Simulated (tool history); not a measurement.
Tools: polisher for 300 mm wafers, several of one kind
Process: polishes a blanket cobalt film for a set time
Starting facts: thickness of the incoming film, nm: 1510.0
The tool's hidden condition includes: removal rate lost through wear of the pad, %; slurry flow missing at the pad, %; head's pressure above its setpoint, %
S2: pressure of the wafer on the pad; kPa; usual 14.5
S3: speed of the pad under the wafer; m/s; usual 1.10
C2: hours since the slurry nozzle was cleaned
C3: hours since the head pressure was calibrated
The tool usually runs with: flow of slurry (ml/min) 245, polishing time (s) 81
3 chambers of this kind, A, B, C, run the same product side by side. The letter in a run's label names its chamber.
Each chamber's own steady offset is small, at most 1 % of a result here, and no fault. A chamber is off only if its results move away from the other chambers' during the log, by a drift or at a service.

{"run": "1A", "day": 0.521, "flow of slurry (ml/min)": 245, "S2": 14.5, "S3": 1.1, "polishing time (s)": 81, "wafers polished on this pad": 493, "C2": 622.6, "C3": 924.1, "film removed (Å)": 4048.5}
{"run": "2C", "day": 0.85, "flow of slurry (ml/min)": 245, "S2": 14.5, "S3": 1.1, "polishing time (s)": 81, "wafers polished on this pad": 922, "C2": 43.3, "C3": 210.9, "film removed (Å)": 4013.1}
{"run": "3B", "day": 1.188, "flow of slurry (ml/min)": 245, "S2": 14.5, "S3": 1.1, "polishing time (s)": 81, "wafers polished on this pad": 456, "C2": 243.8, "C3": 1061.1, "film removed (Å)": 4019.4}
{"day": 1.45, "done": "chamber A: worn pad replaced by a new one"}
{"run": "4A", "day": 1.65, "flow of slurry (ml/min)": 245, "S2": 14.5, "S3": 1.1, "polishing time (s)": 81, "wafers polished on this pad": 55, "C2": 649.7, "C3": 951.2, "film removed (Å)": 3983.5}
{"run": "5B", "day": 2.104, "flow of slurry (ml/min)": 245, "S2": 14.5, "S3": 1.1, "polishing time (s)": 81, "wafers polished on this pad": 708, "C2": 265.8, "C3": 1083.1, "film removed (Å)": 4055.2}
{"day": 2.283, "done": "chamber A: slurry nozzle cleaned"}
{"run": "6C", "day": 2.5, "flow of slurry (ml/min)": 245, "S2": 14.5, "S3": 1.1, "polishing time (s)": 81, "wafers polished on this pad": 1377, "C2": 82.9, "C3": 250.5, "film removed (Å)": 4058.8}
{"day": 2.625, "done": "chamber C: worn pad replaced by a new one"}
{"day": 2.975, "done": "chamber B: worn pad replaced by a new one"}
{"run": "7B", "day": 3.096, "flow of slurry (ml/min)": 245, "S2": 14.5, "S3": 1.1, "polishing time (s)": 81, "wafers polished on this pad": 34, "C2": 289.6, "C3": 1106.9, "film removed (Å)": 4027.7}
{"run": "8C", "day": 3.471, "flow of slurry (ml/min)": 245, "S2": 14.5, "S3": 1.1, "polishing time (s)": 81, "wafers polished on this pad": 233, "C2": 106.2, "C3": 273.8, "film removed (Å)": 4119.7}
{"day": 3.771, "done": "chamber A: worn pad replaced by a new one"}
{"run": "9A", "day": 3.925, "flow of slurry (ml/min)": 170, "S2": 14.5, "S3": 0.92, "polishing time (s)": 81, "wafers polished on this pad": 43, "C2": 39.4, "C3": 1005.8, "film removed (Å)": 3227.7}
{"run": "10A", "day": 4.283, "flow of slurry (ml/min)": 170, "S2": 14.5, "S3": 0.92, "polishing time (s)": 81, "wafers polished on this pad": 141, "C2": 48.0, "C3": 1014.4, "film removed (Å)": 3195.7}
{"run": "11B", "day": 4.804, "flow of slurry (ml/min)": 170, "S2": 14.5, "S3": 0.92, "polishing time (s)": 81, "wafers polished on this pad": 504, "C2": 330.6, "C3": 1147.9, "film removed (Å)": 3180.3}
{"run": "12C", "day": 5.138, "flow of slurry (ml/min)": 245, "S2": 14.5, "S3": 1.1, "polishing time (s)": 81, "wafers polished on this pad": 692, "C2": 146.2, "C3": 313.8, "film removed (Å)": 4093.3}
{"run": "13C", "day": 5.733, "flow of slurry (ml/min)": 245, "S2": 15.9, "S3": 1.1, "polishing time (s)": 81, "wafers polished on this pad": 857, "C2": 160.5, "C3": 328.1, "film removed (Å)": 4502.9}
{"run": "14B", "day": 6.067, "flow of slurry (ml/min)": 245, "S2": 15.9, "S3": 1.1, "polishing time (s)": 81, "wafers polished on this pad": 852, "C2": 360.9, "C3": 1178.2, "film removed (Å)": 4359.5}
{"day": 6.262, "done": "chamber A: worn pad replaced by a new one"}
{"day": 6.421, "done": "chamber B: worn pad replaced by a new one"}
{"run": "15A", "day": 6.704, "flow of slurry (ml/min)": 245, "S2": 15.9, "S3": 1.1, "polishing time (s)": 81, "wafers polished on this pad": 122, "C2": 106.1, "C3": 1072.5, "film removed (Å)": 4379.9}
{"run": "16C", "day": 7.317, "flow of slurry (ml/min)": 245, "S2": 14.5, "S3": 1.1, "polishing time (s)": 81, "wafers polished on this pad": 1293, "C2": 198.5, "C3": 366.1, "film removed (Å)": 4017.9}
{"day": 7.7, "done": "chamber C: worn pad replaced by a new one"}
{"run": "17A", "day": 7.779, "flow of slurry (ml/min)": 325, "S2": 13.1, "S3": 1.1, "polishing time (s)": 81, "wafers polished on this pad": 418, "C2": 131.9, "C3": 1098.3, "film removed (Å)": 3749.4}
{"run": "18B", "day": 8.092, "flow of slurry (ml/min)": 325, "S2": 13.1, "S3": 1.1, "polishing time (s)": 81, "wafers polished on this pad": 460, "C2": 409.5, "C3": 1226.8, "film removed (Å)": 3687.5}
{"run": "19A", "day": 8.479, "flow of slurry (ml/min)": 325, "S2": 13.1, "S3": 1.1, "polishing time (s)": 81, "wafers polished on this pad": 611, "C2": 148.7, "C3": 1115.1, "film removed (Å)": 3707.7}
{"day": 8.654, "done": "chamber A: worn pad replaced by a new one"}
{"run": "20B", "day": 8.812, "flow of slurry (ml/min)": 245, "S2": 14.5, "S3": 1.1, "polishing time (s)": 81, "wafers polished on this pad": 659, "C2": 426.8, "C3": 1244.1, "film removed (Å)": 4057.5}
{"run": "21C", "day": 9.35, "flow of slurry (ml/min)": 245, "S2": 14.5, "S3": 1.1, "polishing time (s)": 81, "wafers polished on this pad": 455, "C2": 247.3, "C3": 414.9, "film removed (Å)": 4011.6}
{"run": "22A", "day": 9.683, "flow of slurry (ml/min)": 245, "S2": 14.5, "S3": 1.1, "polishing time (s)": 81, "wafers polished on this pad": 283, "C2": 177.6, "C3": 1144.0, "film removed (Å)": 3894.5}
{"day": 10.062, "done": "chamber B: worn pad replaced by a new one"}
{"run": "23C", "day": 10.238, "flow of slurry (ml/min)": 245, "S2": 14.5, "S3": 1.1, "polishing time (s)": 81, "wafers polished on this pad": 699, "C2": 268.6, "C3": 436.2, "film removed (Å)": 4093.0}
{"run": "24B", "day": 10.833, "flow of slurry (ml/min)": 245, "S2": 11.7, "S3": 1.1, "polishing time (s)": 81, "wafers polished on this pad": 213, "C2": 475.3, "C3": 1292.6, "film removed (Å)": 3231.5}
{"day": 10.85, "done": "chamber A: worn pad replaced by a new one"}
{"run": "25C", "day": 11.442, "flow of slurry (ml/min)": 245, "S2": 11.7, "S3": 1.1, "polishing time (s)": 81, "wafers polished on this pad": 1031, "C2": 297.5, "C3": 465.1, "film removed (Å)": 3296.0}
{"run": "26A", "day": 11.829, "flow of slurry (ml/min)": 245, "S2": 11.7, "S3": 1.1, "polishing time (s)": 81, "wafers polished on this pad": 270, "C2": 229.1, "C3": 1195.5, "film removed (Å)": 3204.5}
{"run": "27B", "day": 12.312, "flow of slurry (ml/min)": 245, "S2": 14.5, "S3": 1.1, "polishing time (s)": 81, "wafers polished on this pad": 620, "C2": 510.8, "C3": 1328.1, "film removed (Å)": 4046.0}

Which is it: a chamber that has drifted or been left off by a service, a gauge drift common to all chambers, or only each chamber's usual small offset? If a chamber is off, name it and its likeliest cause.

The fleet is healthy, with each chamber sitting at its usual small offset and no drift in the gauge.

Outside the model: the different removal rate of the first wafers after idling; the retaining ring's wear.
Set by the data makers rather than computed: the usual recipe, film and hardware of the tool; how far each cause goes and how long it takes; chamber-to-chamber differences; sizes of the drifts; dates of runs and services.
